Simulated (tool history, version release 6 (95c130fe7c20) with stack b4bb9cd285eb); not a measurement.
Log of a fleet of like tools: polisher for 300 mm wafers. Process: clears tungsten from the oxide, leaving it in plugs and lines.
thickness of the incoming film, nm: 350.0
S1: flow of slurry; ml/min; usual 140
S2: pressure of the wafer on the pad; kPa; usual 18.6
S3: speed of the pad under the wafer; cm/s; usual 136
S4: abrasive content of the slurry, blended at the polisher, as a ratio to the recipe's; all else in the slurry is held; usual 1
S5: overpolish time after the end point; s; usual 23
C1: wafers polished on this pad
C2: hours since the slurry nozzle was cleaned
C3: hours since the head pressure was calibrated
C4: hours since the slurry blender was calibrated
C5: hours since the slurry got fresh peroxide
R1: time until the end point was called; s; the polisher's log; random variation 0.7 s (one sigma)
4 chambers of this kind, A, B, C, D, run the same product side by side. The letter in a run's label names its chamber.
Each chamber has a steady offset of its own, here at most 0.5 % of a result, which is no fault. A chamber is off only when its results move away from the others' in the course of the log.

| run | hour | S1 | S2 | S3 | S4 | S5 | C1 | C2 | C3 | C4 | C5 | R1 |
|---|---|---|---|---|---|---|---|---|---|---|---|---|
| 1A | 8.3 | 140 | 18.6 | 136 | 1 | 23 | 340 | 159.6 | 756.4 | 289.5 | 29.9 | 72.014 |
|  | 18 | chamber C: worn pad replaced by a new one |
| 2C | 21.7 | 140 | 18.6 | 136 | 1 | 23 | 34 | 251.2 | 704.9 | 69.3 | 46 | 71.469 |
|  | 27.5 | chamber B: worn pad replaced by a new one |
|  | 30.5 | chamber A: worn pad replaced by a new one |
|  | 32.4 | chamber B: slurry blender recalibrated |
| 3B | 35.4 | 140 | 18.6 | 136 | 1 | 23 | 71 | 216.3 | 329 | 3.1 | 57.9 | 70.883 |
| 4D | 42.1 | 140 | 18.6 | 136 | 1 | 23 | 558 | 324.5 | 181.8 | 96.2 | 45.3 | 71.981 |
|  | 42.9 | chamber B: slurry tank refilled with fresh slurry and peroxide |
| 5A | 48.6 | 140 | 18.6 | 136 | 1 | 23 | 164 | 199.9 | 796.7 | 329.8 | 70.2 | 71.387 |
|  | 51.9 | chamber D: slurry tank refilled with fresh slurry and peroxide |
|  | 53.5 | chamber D: worn pad replaced by a new one |
| 6D | 61.7 | 140 | 18.6 | 136 | 1 | 23 | 74 | 344.1 | 201.4 | 115.8 | 9.8 | 72.351 |
|  | 65.6 | chamber A: slurry tank refilled with fresh slurry and peroxide |
| 7B | 71.7 | 140 | 18.6 | 136 | 1 | 23 | 401 | 252.6 | 365.3 | 39.4 | 28.9 | 71.487 |
|  | 72.5 | chamber C: slurry blender recalibrated |
| 8C | 78.3 | 140 | 18.6 | 136 | 1 | 23 | 547 | 307.8 | 761.5 | 5.8 | 102.6 | 71.523 |
|  | 83.7 | chamber A: worn pad replaced by a new one |
| 9C | 84.9 | 140 | 18.6 | 136 | 1 | 23 | 607 | 314.4 | 768.1 | 12.4 | 109.2 | 72.9 |
|  | 90.6 | chamber A: slurry blender recalibrated |
|  | 93.3 | chamber A: head pressure recalibrated |
| 10B | 98 | 140 | 18.6 | 136 | 1.1 | 23 | 639 | 278.9 | 391.6 | 65.7 | 55.2 | 68.91 |
|  | 99.6 | chamber D: slurry tank refilled with fresh slurry and peroxide |
| 11A | 107.6 | 140 | 18.6 | 136 | 1.1 | 23 | 217 | 258.9 | 14.4 | 17 | 42.1 | 75.103 |
| 12D | 117.8 | 140 | 18.6 | 136 | 1.1 | 23 | 583 | 400.2 | 257.5 | 171.9 | 18.3 | 69.362 |
|  | 118.7 | chamber A: slurry nozzle cleaned |
|  | 122.4 | chamber B: slurry tank refilled with fresh slurry and peroxide |
| 13B | 124 | 140 | 18.6 | 136 | 1.1 | 23 | 875 | 304.9 | 417.6 | 91.7 | 1.7 | 69.438 |
|  | 125.8 | chamber D: worn pad replaced by a new one |
| 14A | 137.3 | 140 | 18.6 | 136 | 1 | 23 | 486 | 18.7 | 44.1 | 46.7 | 71.8 | 77.142 |
|  | 139.2 | chamber A: worn pad replaced by a new one |
|  | 140.5 | chamber C: slurry tank refilled with fresh slurry and peroxide |
|  | 143.3 | chamber C: worn pad replaced by a new one |
| 15C | 146.1 | 140 | 18.6 | 136 | 1 | 23 | 25 | 375.6 | 829.3 | 73.6 | 5.7 | 72.027 |
|  | 147.1 | chamber D: slurry tank refilled with fresh slurry and peroxide |
|  | 157.9 | chamber A: slurry tank refilled with fresh slurry and peroxide |
| 16D | 160 | 140 | 18.6 | 136 | 1 | 23 | 310 | 442.4 | 299.7 | 214.1 | 12.9 | 71.558 |
| 17B | 167.4 | 140 | 18.6 | 136 | 1 | 23 | 1269 | 348.3 | 461 | 135.1 | 45.1 | 70.94 |
| 18A | 176.3 | 140 | 18.6 | 136 | 1 | 23 | 336 | 57.7 | 83.1 | 85.7 | 18.5 | 77.199 |
|  | 176.9 | chamber B: worn pad replaced by a new one |
|  | 179.1 | chamber C: slurry blender recalibrated |
|  | 179.7 | chamber B: slurry nozzle cleaned |
| 19C | 184.3 | 140 | 18.6 | 136 | 1 | 23 | 372 | 413.8 | 867.5 | 5.3 | 43.9 | 72.124 |
|  | 189.6 | chamber A: worn pad replaced by a new one |
| 20D | 192.5 | 140 | 18.6 | 136 | 1 | 23 | 605 | 474.9 | 332.2 | 246.6 | 45.4 | 71.628 |
|  | 193 | chamber B: slurry tank refilled with fresh slurry and peroxide |
|  | 193.6 | chamber D: slurry tank refilled with fresh slurry and peroxide |
|  | 193.8 | chamber D: slurry nozzle cleaned |
| 21C | 201.4 | 140 | 18.6 | 136 | 1 | 23 | 527 | 430.9 | 884.6 | 22.4 | 61 | 73.705 |
| 22A | 207.9 | 140 | 18.6 | 136 | 1 | 23 | 166 | 89.3 | 114.7 | 117.3 | 50.1 | 76.22 |
| 23B | 217.5 | 95 | 18.6 | 96 | 1 | 23 | 368 | 37.8 | 511.1 | 185.2 | 24.6 | 107.79 |
|  | 219.2 | chamber D: worn pad replaced by a new one |
| 24D | 224.4 | 95 | 18.6 | 96 | 1 | 23 | 47 | 30.7 | 364.1 | 278.5 | 30.8 | 110.42 |
| 25C | 232 | 95 | 18.6 | 96 | 1 | 23 | 805 | 461.5 | 915.2 | 53 | 91.6 | 110.61 |
| 26B | 241 | 95 | 18.6 | 96 | 1 | 23 | 582 | 61.3 | 534.6 | 208.7 | 48.1 | 108.43 |
|  | 248.3 | chamber A: slurry tank refilled with fresh slurry and peroxide |
|  | 251.4 | chamber A: worn pad replaced by a new one |
|  | 253.6 | chamber D: slurry tank refilled with fresh slurry and peroxide |
| 27D | 254.3 | 140 | 18.6 | 136 | 1 | 23 | 318 | 60.6 | 394 | 308.4 | 0.8 | 71.902 |
| 28A | 266.3 | 140 | 18.6 | 136 | 1 | 23 | 135 | 147.7 | 173.1 | 175.7 | 18 | 76.434 |

What goes on in this fleet: one chamber off, a drifting gauge, or nothing beyond the chambers' own small offsets? Name the chamber and the cause, if any.

A service left chamber A off against the others.
Cause: head's pressure below its setpoint, % = 6.84.

Here are 4 candidates for chamber A's next run, each the usual settings with a change, their results left as question marks. Which one brings its results back in line with what the others give on the usual settings?
In line means no further than this from the other chambers' mean on the usual settings: R1 2.5 s
| 29A-1 | 276.4 | 140 | 20 | 136 | 1 | 23 |  |  |  |  |  | ? |
| 29A-2 | 276.4 | 140 | 20 | 144 | 1 | 23 |  |  |  |  |  | ? |
| 29A-3 | 276.4 | 140 | 17.9 | 132 | 1 | 23 |  |  |  |  |  | ? |
| 29A-4 | 276.4 | 135 | 16.5 | 136 | 1 | 23 |  |  |  |  |  | ? |

The other chambers' mean on the usual settings: R1 71.804 s
| run | R1 |
|---|---|
| 29A-1 | 71.78 |
| 29A-2 | 67.764 |
| 29A-3 | 82.59 |
| 29A-4 | 87.484 |
29A-1 brings the chamber back in line.

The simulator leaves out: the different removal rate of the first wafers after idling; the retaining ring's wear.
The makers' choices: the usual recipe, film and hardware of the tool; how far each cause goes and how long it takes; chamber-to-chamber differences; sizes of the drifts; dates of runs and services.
